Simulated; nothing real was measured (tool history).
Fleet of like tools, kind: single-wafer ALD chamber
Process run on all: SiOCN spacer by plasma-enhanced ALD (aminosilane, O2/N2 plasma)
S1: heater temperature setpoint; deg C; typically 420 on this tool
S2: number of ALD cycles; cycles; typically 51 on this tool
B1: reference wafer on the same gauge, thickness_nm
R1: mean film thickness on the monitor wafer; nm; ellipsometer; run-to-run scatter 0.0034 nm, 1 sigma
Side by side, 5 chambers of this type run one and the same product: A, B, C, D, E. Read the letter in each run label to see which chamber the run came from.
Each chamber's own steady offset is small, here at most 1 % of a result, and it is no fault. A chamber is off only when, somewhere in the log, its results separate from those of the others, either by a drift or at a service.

run,hour,S1,S2,B1,R1
1E,9.3,420,51,3.2804,2.8940
2B,18.8,420,51,3.2807,2.8891
3C,23.8,420,51,3.2813,2.8965
4D,30.4,420,51,3.2806,2.9263
5A,36.0,420,51,3.2814,2.9156
6D,42.3,420,51,3.2813,2.9213
7C,48.1,420,51,3.2822,2.8954
8E,59.1,420,51,3.2830,2.8960
9A,68.6,428,43,3.2823,2.3931
10B,76.2,428,43,3.2838,2.3765
11D,83.0,428,43,3.2838,2.4011
12E,89.7,428,43,3.2843,2.3836
13C,95.3,428,43,3.2848,2.3747
14A,102.9,420,51,3.2850,2.9210
15B,114.0,420,51,3.2855,2.8908
16A,121.4,420,51,3.2858,2.9236
17C,130.1,420,51,3.2864,2.8930
18E,139.9,420,51,3.2866,2.9023
19D,146.9,420,51,3.2863,2.9302
20B,154.6,420,51,3.2882,2.8962
21A,161.4,420,51,3.2875,2.9166
22E,166.7,420,51,3.2875,2.9011
23D,172.0,420,51,3.2887,2.9252
24B,179.5,420,51,3.2880,2.9021
25C,185.5,420,51,3.2882,2.8974
26B,191.1,420,51,3.2893,2.8945
27D,201.1,420,51,3.2896,2.9293
28C,212.0,420,41,3.2910,2.3374
29A,220.0,420,41,3.2904,2.3473
30E,227.4,420,41,3.2898,2.3301
31E,238.2,420,41,3.2913,2.3369
32C,245.3,420,41,3.2929,2.3360
33D,256.5,420,51,3.2928,2.9296
34A,262.7,420,51,3.2938,2.9252
35B,273.9,420,57,3.2929,3.2338
36D,284.4,420,57,3.2937,3.2781
37B,291.8,420,57,3.2949,3.2386
38C,301.5,420,57,3.2957,3.2450
39E,311.4,420,57,3.2955,3.2463

Each of the 5 chambers runs these same settings next. Fill in every chamber's results:
40A,319.5,420,55,,?
40B,319.5,420,55,,?
40C,319.5,420,55,,?
40D,319.5,420,55,,?
40E,319.5,420,55,,?

run,R1
40A,3.1530
40B,3.1299
40C,3.1348
40D,3.1627
40E,3.1343
